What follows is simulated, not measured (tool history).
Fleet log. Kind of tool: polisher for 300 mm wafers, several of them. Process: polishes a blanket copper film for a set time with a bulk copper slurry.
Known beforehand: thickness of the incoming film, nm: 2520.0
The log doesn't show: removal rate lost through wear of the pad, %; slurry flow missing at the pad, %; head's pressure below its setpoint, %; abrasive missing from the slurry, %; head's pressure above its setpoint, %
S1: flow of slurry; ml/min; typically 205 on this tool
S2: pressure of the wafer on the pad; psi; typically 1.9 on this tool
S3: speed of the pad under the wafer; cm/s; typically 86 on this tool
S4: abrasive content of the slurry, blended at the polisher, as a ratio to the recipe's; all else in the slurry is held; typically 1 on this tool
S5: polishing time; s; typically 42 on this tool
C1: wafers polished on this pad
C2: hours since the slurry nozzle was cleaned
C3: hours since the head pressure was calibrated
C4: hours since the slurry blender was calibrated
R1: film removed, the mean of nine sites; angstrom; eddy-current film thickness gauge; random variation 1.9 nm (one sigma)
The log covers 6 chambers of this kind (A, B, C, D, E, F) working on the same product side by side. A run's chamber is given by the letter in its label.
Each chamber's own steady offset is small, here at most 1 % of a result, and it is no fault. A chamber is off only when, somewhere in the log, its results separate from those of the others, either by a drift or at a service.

run   hour   S1   S2  S3  S4  S5    C1     C2     C3     C4      R1
 1D    5.9  205  1.9  86   1  42   673    424  587.7  205.2  1966.1
 2C   10.4  205  1.9  86   1  42   406  647.9  215.2   85.1  1969.2
      13.5  -- chamber A: worn pad replaced by a new one
        15  -- chamber D: worn pad replaced by a new one
 3E   16.3  205  1.9  86   1  42   410  310.2  519.6     74  1988.7
 4B   22.2  205  1.9  86   1  42   446  228.7  281.3  142.4  2019.8
      27.8  -- chamber B: slurry nozzle cleaned
 5F   27.9  205  1.9  86   1  52   462  140.5  568.4   68.8  2490.7
 6A   34.3  205  1.9  86   1  52   191  645.7  295.3   99.8    2447
      36.4  -- chamber A: head pressure recalibrated
 7A   39.6  205  1.9  86   1  52   240    651    3.2  105.1  2473.1
      42.4  -- chamber B: slurry blender recalibrated
      43.7  -- chamber D: slurry blender recalibrated
 8C   47.5  205  1.9  86   1  52   747    685  252.3  122.2  2449.2
      49.3  -- chamber C: slurry nozzle cleaned
      53.3  -- chamber F: worn pad replaced by a new one
 9E   54.1  205  1.9  86   1  52   757    348  557.4  111.8  2482.9
10B   59.9  205  1.9  86   1  52   792   32.2    319   17.6  2497.8
11F   67.8  205  1.9  86   1  42   133  180.4  608.3  108.7  1982.1
        68  -- chamber B: worn pad replaced by a new one
      73.2  -- chamber C: slurry blender recalibrated
12D     75  205  1.9  86   1  42   552  493.1  656.8   31.4  1968.5
      79.6  -- chamber E: slurry nozzle cleaned
      81.7  -- chamber E: worn pad replaced by a new one
13A   83.8  205  1.9  86   1  42   647  695.2   47.4  149.3  1998.6
14E   87.7  205  1.9  86   1  42    55    8.2    591  145.4    1991
15C   95.5  205  1.9  86   1  42  1188   46.3  300.3   22.3  1941.1
      97.6  -- chamber F: slurry blender recalibrated
        98  -- chamber A: slurry nozzle cleaned
16B  101.4  205  1.9  86   1  42   307   73.7  360.5   59.1  2046.5
17F    107  205  1.9  86   1  42   494  219.6  647.5    9.5  1979.6
     111.2  -- chamber D: worn pad replaced by a new one
18D  114.6  205  1.6  86   1  42    31  532.7  696.4     71    1658
19F  119.7  205  1.6  86   1  42   611  232.3  660.2   22.2  1673.1
20E  126.3  205  1.6  86   1  42   411   46.8  629.6    184    1665
     127.8  -- chamber F: worn pad replaced by a new one
     134.1  -- chamber C: worn pad replaced by a new one
21B  134.2  205  1.6  86   1  42   609  106.5  393.3   91.9  1660.9
22D  139.9  205  1.6  86   1  42   264    558  721.7   96.3  1694.8
23A  146.2  205  1.6  86   1  42  1220   48.3  109.8  211.7  1664.4
     151.3  -- chamber A: worn pad replaced by a new one
24C    154  205  1.9  86   1  42   183  104.8  358.8   80.8    1928
25D  158.1  205  1.9  86   1  53   431  576.2  739.9  114.5    2527
26F  165.1  205  1.9  86   1  53   343  277.7  705.6   67.6  2563.1
27C  171.7  205  1.9  86   1  53   346  122.5  376.5   98.5  2387.9
     178.9  -- chamber D: slurry nozzle cleaned
28A  180.4  205  1.9  86   1  53   268   82.5    144  245.9  2438.6
     182.5  -- chamber E: worn pad replaced by a new one
     184.1  -- chamber B: worn pad replaced by a new one
     187.6  -- chamber F: worn pad replaced by a new one
29B  187.6  205  1.9  86   1  53    33  159.9  446.7  145.3  2473.8
     191.5  -- chamber B: slurry blender recalibrated
30E  194.4  205  1.9  86   1  53   110  114.9  697.7  252.1  2496.5
31D  199.8  205  1.9  96   1  54   815     21  781.6  156.2  2836.1
32E  206.4  205  1.9  96   1  54   220  126.9  709.7  264.1  2808.2
33C  215.3  205  1.9  96   1  54   747  166.1  420.1  142.1  2658.2
34B  220.2  205  1.9  96   1  54   332  192.5  479.3   28.8  2878.5
35A  226.3  205  1.9  96   1  54   690  128.4  189.9  291.8  2812.4
36F  235.1  205  1.9  96   1  54   437  347.7  775.6  137.6  2819.6
     238.2  -- chamber B: slurry nozzle cleaned
37E  240.8  205  1.9  86   1  42   536  161.3  744.1  298.5  1957.3
38A  247.2  205  1.9  86   1  42   882  149.3  210.8  312.7  1951.5
39B  253.1  205  2.2  86   1  42   635   14.9  512.2   61.7    2301
     256.2  -- chamber F: slurry blender recalibrated
     257.2  -- chamber C: slurry blender recalibrated
     260.6  -- chamber F: worn pad replaced by a new one
40F  261.6  205  2.2  86   1  42     9  374.2  802.1    5.4  2281.6
41C  266.7  205  2.2  86   1  42  1220  217.5  471.5    9.5  2143.8

Which is it: a chamber that has drifted or been left off by a service, a gauge drift common to all chambers, or only each chamber's usual small offset? If a chamber is off, name it and its likeliest cause.

One chamber, C, drifts off from the rest bit by bit.
Cause: head's pressure below its setpoint, % = 6.92.

Here are 4 candidates for chamber C's next run, each the usual settings with a change, their results left as question marks. Which one brings its results back in line with what the others give on the usual settings?
To be in line, a result may differ from the other chambers' mean on the usual settings by at most: R1 66 angstrom
42C-1  273.2  205    2  86   1  43                   ?
42C-2  273.2  205  1.8  80   1  42                   ?
42C-3  273.2  205  1.9  86   1  39                   ?
42C-4  273.2  205  1.9  98   1  42                   ?

The other chambers' mean on the usual settings: R1 1982.9 angstrom
  run      R1
42C-1  1969.9
42C-2  1610.2
42C-3  1697.3
42C-4  2084.2
The right change is 42C-1: it brings the chamber back within the allowed miss of the others.
